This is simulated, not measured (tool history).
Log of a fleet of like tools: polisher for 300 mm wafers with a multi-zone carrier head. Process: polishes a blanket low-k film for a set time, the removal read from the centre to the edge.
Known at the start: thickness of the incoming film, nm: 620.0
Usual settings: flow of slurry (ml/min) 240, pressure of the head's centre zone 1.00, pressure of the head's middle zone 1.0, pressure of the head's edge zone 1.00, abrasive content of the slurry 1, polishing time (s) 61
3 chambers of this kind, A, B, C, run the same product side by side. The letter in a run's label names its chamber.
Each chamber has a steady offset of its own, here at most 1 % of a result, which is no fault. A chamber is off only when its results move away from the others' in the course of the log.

run	day	flow of slurry (ml/min)	pressure of the head's centre zone	pressure of the head's middle zone	pressure of the head's edge zone	abrasive content of the slurry	polishing time (s)	wafers polished on this pad	hours since the slurry nozzle was cleaned	hours since the centre zone pressure was calibrated	hours since the edge zone pressure was calibrated	film removed at the wafer's centre (Å)	film removed at mid-radius (Å)	film removed at the wafer's edge (Å)
1B	0.304	240	1.00	1.0	1.00	1	61	1001	180.0	111.6	355.8	208.19	205.09	206.03
# day 0.346: chamber C: worn pad replaced by a new one
2C	0.571	240	1.00	1.0	1.00	1	61	47	23.2	954.5	440.5	206.41	211.41	206.36
# day 0.971: chamber A: worn pad replaced by a new one
3A	1.004	240	1.00	1.0	1.00	1	61	7	62.9	291.7	571.2	208.43	202.91	207.22
4A	1.433	240	1.00	1.0	1.00	1	61	96	73.2	302.0	581.5	205.62	204.14	205.16
# day 1.462: chamber B: worn pad replaced by a new one
5B	1.792	240	1.00	1.0	1.00	1	61	69	215.7	147.3	391.5	204.77	206.74	205.03
6C	2.233	240	1.00	1.0	1.00	1	61	392	63.1	994.4	480.4	205.29	207.41	205.11
7B	2.650	240	1.00	1.0	1.00	1	61	247	236.3	167.9	412.1	204.03	204.32	208.59
8C	3.088	240	1.00	1.0	1.00	1	61	569	83.6	1014.9	500.9	204.14	206.66	208.72
9A	3.388	240	1.00	1.0	1.00	1	61	502	120.1	348.9	628.4	207.35	207.83	205.50
10C	3.608	240	1.00	1.0	1.00	1	61	677	96.1	1027.4	513.4	205.14	210.00	208.20
11A	3.900	240	1.00	1.0	1.00	1	61	608	132.4	361.2	640.7	208.26	208.13	203.92
12B	4.183	240	1.00	1.0	1.00	1	61	565	273.1	204.7	448.9	208.55	205.10	205.19
13C	4.504	160	1.00	1.0	1.08	1	61	863	117.6	1048.9	534.9	191.28	193.28	206.36
# day 4.812: chamber C: worn pad replaced by a new one
14B	4.912	160	1.00	1.0	1.08	1	61	716	290.6	222.2	466.4	190.03	194.83	203.76
15A	5.179	160	1.00	1.0	1.08	1	61	873	163.1	391.9	671.4	191.28	194.21	204.44
# day 5.221: chamber B: slurry nozzle cleaned
16B	5.629	320	1.00	1.0	1.00	1	51	865	9.9	239.4	483.6	178.92	174.64	176.76
# day 5.696: chamber A: worn pad replaced by a new one
17C	6.046	320	1.00	1.0	1.00	1	51	256	154.6	1085.9	571.9	177.20	180.11	178.25
# day 6.100: chamber C: edge zone pressure recalibrated
18A	6.467	320	1.00	1.0	1.00	1	51	160	194.0	422.8	702.3	180.80	175.53	174.20
# day 6.592: chamber C: centre zone pressure recalibrated
19C	6.908	240	1.00	1.0	0.94	1	47	435	175.3	7.7	19.4	160.26	159.98	156.35
20A	7.204	240	1.00	1.0	0.94	1	47	313	211.7	440.5	720.0	161.05	158.98	155.41
21B	7.475	240	1.00	1.0	0.94	1	47	1248	54.2	283.7	527.9	159.44	156.20	151.55
# day 7.521: chamber A: centre zone pressure recalibrated
# day 7.692: chamber B: worn pad replaced by a new one
22C	7.767	300	1.00	1.0	1.00	1	61	613	195.9	28.3	40.0	209.59	212.29	212.53
23B	7.971	300	1.00	1.0	1.00	1	61	58	66.1	295.6	539.8	215.00	212.66	208.48
24A	8.229	300	1.00	1.0	1.00	1	61	526	236.3	17.0	744.6	195.19	211.01	208.98
25C	8.621	240	1.00	1.0	1.00	1	61	790	216.4	48.8	60.5	204.67	205.24	205.55
26A	8.904	240	1.00	1.0	1.00	1	61	666	252.5	33.2	760.8	192.49	205.48	205.16
27B	9.158	240	1.00	1.0	1.00	1	61	304	94.6	324.1	568.3	207.56	207.20	207.24
# day 9.179: chamber C: slurry nozzle cleaned
28B	9.471	180	1.00	0.9	1.00	1	61	369	102.1	331.6	575.8	197.09	178.48	200.00
# day 9.512: chamber C: worn pad replaced by a new one
# day 9.600: chamber A: worn pad replaced by a new one
# day 9.662: chamber A: slurry nozzle cleaned
29C	9.725	180	1.00	0.9	1.00	1	61	44	13.2	75.3	87.0	197.69	181.85	202.69
30A	10.175	180	1.00	0.9	1.00	1	61	119	12.4	63.7	791.3	185.77	180.09	201.78
31C	10.542	240	1.05	1.0	1.00	1	48	213	32.8	94.9	106.6	171.66	162.94	163.36
32B	10.800	240	1.05	1.0	1.00	1	48	645	134.0	363.5	607.7	173.99	163.05	165.59
33A	11.233	240	1.05	1.0	1.00	1	48	338	37.8	89.1	816.7	161.17	160.57	162.63
34A	11.521	240	0.93	1.0	1.00	1	61	398	44.7	96.0	823.6	177.67	206.20	204.25
35B	11.725	240	0.93	1.0	1.00	1	61	837	156.2	385.7	629.9	191.41	205.68	206.21
36C	11.988	240	0.93	1.0	1.00	1	61	513	67.5	129.6	141.3	191.74	206.71	207.49

All 3 chambers run these settings next. Forecast each chamber's results:
37A	12.308	240	1.00	1.0	1.00	1	61					?	?	?
37B	12.308	240	1.00	1.0	1.00	1	61					?	?	?
37C	12.308	240	1.00	1.0	1.00	1	61					?	?	?

run	film removed at the wafer's centre (Å)	film removed at mid-radius (Å)	film removed at the wafer's edge (Å)
37A	195.21	204.01	206.20
37B	205.42	205.87	208.19
37C	205.94	210.58	209.88
